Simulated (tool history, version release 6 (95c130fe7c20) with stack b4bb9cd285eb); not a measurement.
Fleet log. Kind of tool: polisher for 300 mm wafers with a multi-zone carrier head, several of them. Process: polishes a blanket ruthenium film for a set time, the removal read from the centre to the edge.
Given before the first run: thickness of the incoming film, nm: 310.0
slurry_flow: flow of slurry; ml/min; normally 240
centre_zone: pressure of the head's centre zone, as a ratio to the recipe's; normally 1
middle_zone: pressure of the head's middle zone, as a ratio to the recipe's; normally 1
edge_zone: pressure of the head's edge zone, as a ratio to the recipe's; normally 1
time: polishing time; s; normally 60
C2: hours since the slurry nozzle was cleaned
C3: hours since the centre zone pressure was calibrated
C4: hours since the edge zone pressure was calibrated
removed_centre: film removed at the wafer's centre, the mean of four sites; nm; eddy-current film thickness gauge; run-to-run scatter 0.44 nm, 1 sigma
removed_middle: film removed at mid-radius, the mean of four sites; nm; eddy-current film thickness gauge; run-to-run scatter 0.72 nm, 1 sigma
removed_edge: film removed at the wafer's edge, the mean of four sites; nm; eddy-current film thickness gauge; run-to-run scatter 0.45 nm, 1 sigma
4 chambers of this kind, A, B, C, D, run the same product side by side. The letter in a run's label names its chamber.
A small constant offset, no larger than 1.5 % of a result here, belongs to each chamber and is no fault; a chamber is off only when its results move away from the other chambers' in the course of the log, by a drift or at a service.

{"run": "1A", "hour": 11.9, "slurry_flow": 240, "centre_zone": 1, "middle_zone": 1, "edge_zone": 1, "time": 60, "wafers polished on this pad": 296, "C2": 510.9, "C3": 103.1, "C4": 363.2, "removed_centre": 64.437, "removed_middle": 63.178, "removed_edge": 63.147}
{"hour": 14.8, "done": "chamber B: worn pad replaced by a new one"}
{"run": "2C", "hour": 24.5, "slurry_flow": 240, "centre_zone": 1, "middle_zone": 1, "edge_zone": 1, "time": 60, "wafers polished on this pad": 450, "C2": 97.4, "C3": 394.3, "C4": 284.6, "removed_centre": 62.586, "removed_middle": 62.611, "removed_edge": 65.129}
{"hour": 35.7, "done": "chamber D: worn pad replaced by a new one"}
{"run": "3D", "hour": 38.7, "slurry_flow": 240, "centre_zone": 1, "middle_zone": 1, "edge_zone": 1, "time": 60, "wafers polished on this pad": 22, "C2": 468.3, "C3": 281.9, "C4": 76.3, "removed_centre": 63.962, "removed_middle": 63.128, "removed_edge": 63.255}
{"run": "4B", "hour": 52.3, "slurry_flow": 240, "centre_zone": 1, "middle_zone": 1, "edge_zone": 1, "time": 60, "wafers polished on this pad": 278, "C2": 229.5, "C3": 227.9, "C4": 445.5, "removed_centre": 64.514, "removed_middle": 64.005, "removed_edge": 63.037}
{"run": "5B", "hour": 59.0, "slurry_flow": 240, "centre_zone": 1, "middle_zone": 1, "edge_zone": 1, "time": 60, "wafers polished on this pad": 328, "C2": 236.2, "C3": 234.6, "C4": 452.2, "removed_centre": 64.232, "removed_middle": 63.756, "removed_edge": 63.423}
{"run": "6C", "hour": 72.0, "slurry_flow": 240, "centre_zone": 1, "middle_zone": 1, "edge_zone": 1, "time": 60, "wafers polished on this pad": 803, "C2": 144.9, "C3": 441.8, "C4": 332.1, "removed_centre": 63.15, "removed_middle": 62.872, "removed_edge": 64.186}
{"run": "7D", "hour": 84.1, "slurry_flow": 240, "centre_zone": 1, "middle_zone": 1, "edge_zone": 1, "time": 60, "wafers polished on this pad": 359, "C2": 513.7, "C3": 327.3, "C4": 121.7, "removed_centre": 64.036, "removed_middle": 63.675, "removed_edge": 63.597}
{"hour": 91.3, "done": "chamber B: worn pad replaced by a new one"}
{"run": "8A", "hour": 92.0, "slurry_flow": 240, "centre_zone": 1, "middle_zone": 1, "edge_zone": 1, "time": 60, "wafers polished on this pad": 891, "C2": 591, "C3": 183.2, "C4": 443.3, "removed_centre": 63.877, "removed_middle": 62.734, "removed_edge": 63.261}
{"run": "9B", "hour": 100.1, "slurry_flow": 240, "centre_zone": 1, "middle_zone": 1, "edge_zone": 1, "time": 74, "wafers polished on this pad": 65, "C2": 277.3, "C3": 275.7, "C4": 493.3, "removed_centre": 79.852, "removed_middle": 80.243, "removed_edge": 77.428}
{"hour": 101.1, "done": "chamber A: edge zone pressure recalibrated"}
{"hour": 103.7, "done": "chamber D: worn pad replaced by a new one"}
{"hour": 111.5, "done": "chamber C: worn pad replaced by a new one"}
{"run": "10A", "hour": 113.1, "slurry_flow": 240, "centre_zone": 1, "middle_zone": 1, "edge_zone": 1, "time": 74, "wafers polished on this pad": 1047, "C2": 612.1, "C3": 204.3, "C4": 12.1, "removed_centre": 79.039, "removed_middle": 77.633, "removed_edge": 77.264}
{"run": "11C", "hour": 120.9, "slurry_flow": 240, "centre_zone": 1, "middle_zone": 1, "edge_zone": 1, "time": 74, "wafers polished on this pad": 70, "C2": 193.8, "C3": 490.7, "C4": 381, "removed_centre": 77.767, "removed_middle": 78.631, "removed_edge": 79.873}
{"run": "12D", "hour": 130.2, "slurry_flow": 240, "centre_zone": 1, "middle_zone": 1, "edge_zone": 1, "time": 74, "wafers polished on this pad": 197, "C2": 559.8, "C3": 373.4, "C4": 167.8, "removed_centre": 78.415, "removed_middle": 80.063, "removed_edge": 79.055}
{"run": "13A", "hour": 142.0, "slurry_flow": 240, "centre_zone": 1, "middle_zone": 1, "edge_zone": 1, "time": 60, "wafers polished on this pad": 1262, "C2": 641, "C3": 233.2, "C4": 41, "removed_centre": 63.797, "removed_middle": 63.74, "removed_edge": 63.368}
{"run": "14B", "hour": 152.7, "slurry_flow": 240, "centre_zone": 1, "middle_zone": 1, "edge_zone": 1, "time": 60, "wafers polished on this pad": 456, "C2": 329.9, "C3": 328.3, "C4": 545.9, "removed_centre": 64.794, "removed_middle": 64.413, "removed_edge": 63.951}
{"hour": 158.8, "done": "chamber D: slurry nozzle cleaned"}
{"run": "15D", "hour": 164.5, "slurry_flow": 240, "centre_zone": 1, "middle_zone": 1, "edge_zone": 1, "time": 60, "wafers polished on this pad": 452, "C2": 5.8, "C3": 407.7, "C4": 202.1, "removed_centre": 63.774, "removed_middle": 63.266, "removed_edge": 64.232}
{"hour": 174.9, "done": "chamber B: worn pad replaced by a new one"}
{"run": "16C", "hour": 178.1, "slurry_flow": 240, "centre_zone": 1, "middle_zone": 1, "edge_zone": 1, "time": 60, "wafers polished on this pad": 495, "C2": 251, "C3": 547.9, "C4": 438.2, "removed_centre": 63.01, "removed_middle": 63.71, "removed_edge": 63.992}
{"hour": 179.5, "done": "chamber D: worn pad replaced by a new one"}
{"run": "17C", "hour": 190.9, "slurry_flow": 240, "centre_zone": 1, "middle_zone": 1, "edge_zone": 1, "time": 60, "wafers polished on this pad": 590, "C2": 263.8, "C3": 560.7, "C4": 451, "removed_centre": 62.193, "removed_middle": 63.21, "removed_edge": 65.135}
{"hour": 193.4, "done": "chamber A: worn pad replaced by a new one"}
{"run": "18D", "hour": 200.2, "slurry_flow": 240, "centre_zone": 1, "middle_zone": 1, "edge_zone": 1, "time": 53, "wafers polished on this pad": 153, "C2": 41.5, "C3": 443.4, "C4": 237.8, "removed_centre": 56.747, "removed_middle": 56.543, "removed_edge": 56.375}
{"hour": 209.3, "done": "chamber A: slurry nozzle cleaned"}
{"run": "19B", "hour": 210.0, "slurry_flow": 240, "centre_zone": 1, "middle_zone": 1, "edge_zone": 1, "time": 53, "wafers polished on this pad": 261, "C2": 387.2, "C3": 385.6, "C4": 603.2, "removed_centre": 57.103, "removed_middle": 56.221, "removed_edge": 55.932}
{"hour": 219.2, "done": "chamber B: centre zone pressure recalibrated"}
{"run": "20A", "hour": 224.5, "slurry_flow": 240, "centre_zone": 1, "middle_zone": 1, "edge_zone": 1, "time": 53, "wafers polished on this pad": 231, "C2": 15.2, "C3": 315.7, "C4": 123.5, "removed_centre": 56.807, "removed_middle": 55.93, "removed_edge": 56.142}
{"run": "21D", "hour": 237.3, "slurry_flow": 240, "centre_zone": 1, "middle_zone": 1, "edge_zone": 1, "time": 53, "wafers polished on this pad": 429, "C2": 78.6, "C3": 480.5, "C4": 274.9, "removed_centre": 56.626, "removed_middle": 56.171, "removed_edge": 56.483}
{"hour": 237.5, "done": "chamber C: worn pad replaced by a new one"}
{"run": "22B", "hour": 246.4, "slurry_flow": 240, "centre_zone": 1, "middle_zone": 1, "edge_zone": 1, "time": 60, "wafers polished on this pad": 531, "C2": 423.6, "C3": 27.3, "C4": 639.6, "removed_centre": 64.494, "removed_middle": 64.865, "removed_edge": 63.626}
{"hour": 248.2, "done": "chamber B: worn pad replaced by a new one"}
{"run": "23A", "hour": 255.3, "slurry_flow": 240, "centre_zone": 1, "middle_zone": 1, "edge_zone": 1, "time": 60, "wafers polished on this pad": 460, "C2": 46, "C3": 346.5, "C4": 154.3, "removed_centre": 64.649, "removed_middle": 63.546, "removed_edge": 62.918}
{"hour": 258.6, "done": "chamber D: worn pad replaced by a new one"}
{"run": "24C", "hour": 270.4, "slurry_flow": 240, "centre_zone": 1, "middle_zone": 1, "edge_zone": 1, "time": 60, "wafers polished on this pad": 244, "C2": 343.3, "C3": 640.2, "C4": 530.5, "removed_centre": 60.422, "removed_middle": 63.573, "removed_edge": 64.479}
{"run": "25B", "hour": 281.7, "slurry_flow": 240, "centre_zone": 1, "middle_zone": 1, "edge_zone": 1, "time": 60, "wafers polished on this pad": 249, "C2": 458.9, "C3": 62.6, "C4": 674.9, "removed_centre": 64.542, "removed_middle": 65.068, "removed_edge": 63.348}
{"run": "26C", "hour": 296.8, "slurry_flow": 240, "centre_zone": 1, "middle_zone": 1, "edge_zone": 1, "time": 60, "wafers polished on this pad": 440, "C2": 369.7, "C3": 666.6, "C4": 556.9, "removed_centre": 60.093, "removed_middle": 64.593, "removed_edge": 64.233}
{"run": "27A", "hour": 306.9, "slurry_flow": 240, "centre_zone": 1, "middle_zone": 1, "edge_zone": 1, "time": 60, "wafers polished on this pad": 843, "C2": 97.6, "C3": 398.1, "C4": 205.9, "removed_centre": 63.681, "removed_middle": 62.62, "removed_edge": 63.831}
{"run": "28D", "hour": 315.5, "slurry_flow": 240, "centre_zone": 1, "middle_zone": 1, "edge_zone": 1, "time": 60, "wafers polished on this pad": 422, "C2": 156.8, "C3": 558.7, "C4": 353.1, "removed_centre": 63.303, "removed_middle": 63.358, "removed_edge": 63.895}
{"run": "29A", "hour": 329.4, "slurry_flow": 240, "centre_zone": 1, "middle_zone": 1, "edge_zone": 1, "time": 60, "wafers polished on this pad": 1011, "C2": 120.1, "C3": 420.6, "C4": 228.4, "removed_centre": 64.89, "removed_middle": 62.657, "removed_edge": 63.521}
{"hour": 331.3, "done": "chamber B: worn pad replaced by a new one"}
{"hour": 333.1, "done": "chamber D: worn pad replaced by a new one"}
{"run": "30D", "hour": 342.6, "slurry_flow": 240, "centre_zone": 1, "middle_zone": 1, "edge_zone": 1, "time": 60, "wafers polished on this pad": 70, "C2": 183.9, "C3": 585.8, "C4": 380.2, "removed_centre": 64.12, "removed_middle": 64.052, "removed_edge": 64.333}
{"run": "31B", "hour": 357.3, "slurry_flow": 240, "centre_zone": 1, "middle_zone": 1, "edge_zone": 1, "time": 60, "wafers polished on this pad": 193, "C2": 534.5, "C3": 138.2, "C4": 750.5, "removed_centre": 64.608, "removed_middle": 64.576, "removed_edge": 63.232}
{"hour": 365.2, "done": "chamber C: worn pad replaced by a new one"}
{"run": "32C", "hour": 369.8, "slurry_flow": 240, "centre_zone": 1, "middle_zone": 1, "edge_zone": 1, "time": 60, "wafers polished on this pad": 34, "C2": 442.7, "C3": 739.6, "C4": 629.9, "removed_centre": 58.68, "removed_middle": 63.845, "removed_edge": 64.325}
{"run": "33C", "hour": 379.7, "slurry_flow": 240, "centre_zone": 1, "middle_zone": 1, "edge_zone": 1, "time": 60, "wafers polished on this pad": 108, "C2": 452.6, "C3": 749.5, "C4": 639.8, "removed_centre": 58.215, "removed_middle": 63.829, "removed_edge": 64.666}
{"hour": 381.5, "done": "chamber A: worn pad replaced by a new one"}
{"run": "34A", "hour": 391.3, "slurry_flow": 240, "centre_zone": 1, "middle_zone": 1, "edge_zone": 1, "time": 60, "wafers polished on this pad": 73, "C2": 182, "C3": 482.5, "C4": 290.3, "removed_centre": 64.195, "removed_middle": 62.538, "removed_edge": 63.811}

All chambers now run identical settings, listed one chamber a line with results as question marks. What results will each chamber show?
{"run": "35A", "hour": 402.2, "slurry_flow": 240, "centre_zone": 1.07, "middle_zone": 1, "edge_zone": 1, "time": 60, "removed_centre": "?", "removed_middle": "?", "removed_edge": "?"}
{"run": "35B", "hour": 402.2, "slurry_flow": 240, "centre_zone": 1.07, "middle_zone": 1, "edge_zone": 1, "time": 60, "removed_centre": "?", "removed_middle": "?", "removed_edge": "?"}
{"run": "35C", "hour": 402.2, "slurry_flow": 240, "centre_zone": 1.07, "middle_zone": 1, "edge_zone": 1, "time": 60, "removed_centre": "?", "removed_middle": "?", "removed_edge": "?"}
{"run": "35D", "hour": 402.2, "slurry_flow": 240, "centre_zone": 1.07, "middle_zone": 1, "edge_zone": 1, "time": 60, "removed_centre": "?", "removed_middle": "?", "removed_edge": "?"}

run=35A removed_centre=69.145 removed_middle=62.59 removed_edge=63.056
run=35B removed_centre=69.891 removed_middle=65.278 removed_edge=63.251
run=35C removed_centre=62.787 removed_middle=64.731 removed_edge=64.177
run=35D removed_centre=68.056 removed_middle=63.547 removed_edge=63.568
